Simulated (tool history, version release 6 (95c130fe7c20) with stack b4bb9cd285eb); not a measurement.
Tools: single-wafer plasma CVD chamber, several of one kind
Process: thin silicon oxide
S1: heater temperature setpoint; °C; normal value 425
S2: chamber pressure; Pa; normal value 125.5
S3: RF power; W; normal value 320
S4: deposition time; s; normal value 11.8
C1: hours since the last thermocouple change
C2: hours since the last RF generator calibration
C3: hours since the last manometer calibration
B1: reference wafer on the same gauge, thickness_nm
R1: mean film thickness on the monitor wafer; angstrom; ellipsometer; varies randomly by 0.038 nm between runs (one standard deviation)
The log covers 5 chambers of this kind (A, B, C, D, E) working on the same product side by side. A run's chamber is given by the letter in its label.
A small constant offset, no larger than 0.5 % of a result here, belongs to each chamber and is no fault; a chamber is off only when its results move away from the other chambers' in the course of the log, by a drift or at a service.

| run | hour | S1 | S2 | S3 | S4 | C1 | C2 | C3 | B1 | R1 |
|---|---|---|---|---|---|---|---|---|---|---|
| 1A | 5.3 | 425 | 125.5 | 320 | 11.8 | 1873.7 | 1627.7 | 419.3 | 29.599 | 250.53 |
| 2C | 12.8 | 425 | 125.5 | 320 | 11.8 | 689.3 | 241.0 | 519.8 | 29.586 | 250.49 |
| 3D | 23.6 | 425 | 125.5 | 320 | 11.8 | 1342.3 | 1513.6 | 2317.1 | 29.599 | 250.58 |
| 4E | 30.5 | 425 | 125.5 | 320 | 11.8 | 1915.0 | 918.9 | 1257.1 | 29.578 | 252.57 |
| 5B | 36.2 | 438 | 125.5 | 320 | 14.1 | 1023.2 | 1047.1 | 1446.4 | 29.570 | 299.30 |
| 6E | 43.4 | 438 | 125.5 | 320 | 14.1 | 1927.9 | 931.8 | 1270.0 | 29.553 | 298.62 |
| 7A | 49.4 | 438 | 125.5 | 320 | 14.1 | 1917.8 | 1671.8 | 463.4 | 29.569 | 296.36 |
|  | 53.1 | chamber B: RF generator calibrated |
| 8D | 58.3 | 438 | 125.5 | 320 | 14.1 | 1377.0 | 1548.3 | 2351.8 | 29.549 | 296.65 |
| 9B | 68.9 | 438 | 125.5 | 320 | 14.1 | 1055.9 | 15.8 | 1479.1 | 29.555 | 298.38 |
| 10C | 77.4 | 425 | 125.5 | 320 | 11.8 | 753.9 | 305.6 | 584.4 | 29.551 | 250.97 |
|  | 84.7 | chamber D: capacitance manometer re-zeroed and calibrated |
| 11C | 85.2 | 425 | 125.5 | 320 | 11.8 | 761.7 | 313.4 | 592.2 | 29.549 | 250.73 |
| 12E | 95.1 | 425 | 125.5 | 320 | 11.8 | 1979.6 | 983.5 | 1321.7 | 29.541 | 252.14 |
| 13B | 101.9 | 425 | 125.5 | 320 | 11.8 | 1088.9 | 48.8 | 1512.1 | 29.535 | 252.26 |
| 14A | 111.7 | 425 | 125.5 | 320 | 11.8 | 1980.1 | 1734.1 | 525.7 | 29.518 | 250.04 |
|  | 119.9 | chamber E: thermocouple changed; heater temperature recalibrated |
| 15D | 121.5 | 425 | 125.5 | 320 | 11.8 | 1440.2 | 1611.5 | 36.8 | 29.511 | 251.15 |
| 16E | 127.2 | 425 | 125.5 | 320 | 11.8 | 7.3 | 1015.6 | 1353.8 | 29.511 | 251.96 |
| 17A | 135.2 | 425 | 125.5 | 320 | 11.8 | 2003.6 | 1757.6 | 549.2 | 29.510 | 250.36 |
| 18C | 141.0 | 425 | 125.5 | 320 | 11.8 | 817.5 | 369.2 | 648.0 | 29.500 | 250.40 |
| 19B | 147.3 | 425 | 125.5 | 280 | 14.1 | 1134.3 | 94.2 | 1557.5 | 29.494 | 285.03 |
| 20D | 152.5 | 425 | 125.5 | 280 | 14.1 | 1471.2 | 1642.5 | 67.8 | 29.498 | 283.00 |
| 21B | 162.8 | 425 | 125.5 | 280 | 14.1 | 1149.8 | 109.7 | 1573.0 | 29.496 | 285.42 |
| 22E | 169.7 | 425 | 125.5 | 280 | 14.1 | 49.8 | 1058.1 | 1396.3 | 29.490 | 284.16 |
| 23D | 174.9 | 425 | 125.5 | 280 | 14.1 | 1493.6 | 1664.9 | 90.2 | 29.473 | 283.66 |
| 24A | 183.4 | 425 | 125.5 | 320 | 11.8 | 2051.8 | 1805.8 | 597.4 | 29.477 | 249.39 |
| 25C | 189.5 | 425 | 125.5 | 320 | 11.8 | 866.0 | 417.7 | 696.5 | 29.462 | 250.28 |
| 26A | 199.9 | 425 | 125.5 | 355 | 11.8 | 2068.3 | 1822.3 | 613.9 | 29.448 | 258.70 |
|  | 201.7 | chamber D: thermocouple changed; heater temperature recalibrated |
| 27C | 210.6 | 425 | 125.5 | 355 | 11.8 | 887.1 | 438.8 | 717.6 | 29.452 | 259.63 |
|  | 211.9 | chamber B: capacitance manometer re-zeroed and calibrated |
| 28B | 220.9 | 425 | 125.5 | 355 | 11.8 | 1207.9 | 167.8 | 9.0 | 29.444 | 262.45 |
| 29E | 227.2 | 425 | 125.5 | 355 | 11.8 | 107.3 | 1115.6 | 1453.8 | 29.433 | 260.59 |
| 30D | 232.1 | 425 | 125.5 | 355 | 11.8 | 30.5 | 1722.1 | 147.4 | 29.433 | 259.72 |
| 31E | 238.3 | 425 | 125.5 | 320 | 11.8 | 118.4 | 1126.7 | 1464.9 | 29.437 | 250.07 |
| 32B | 248.6 | 425 | 125.5 | 320 | 11.8 | 1235.6 | 195.5 | 36.7 | 29.443 | 251.21 |
| 33C | 257.8 | 425 | 125.5 | 320 | 11.8 | 934.3 | 486.0 | 764.8 | 29.421 | 249.85 |

Decide between three cases: one chamber stands off from its peers, the gauge reading all wafers drifts, or nothing is wrong past each chamber's small offset. Where a chamber is off, say which and what most likely put it there.

The shared gauge is drifting. All chambers look as if they move in step, but none is off.
Cause: gauge reads low (%) = 0.624.
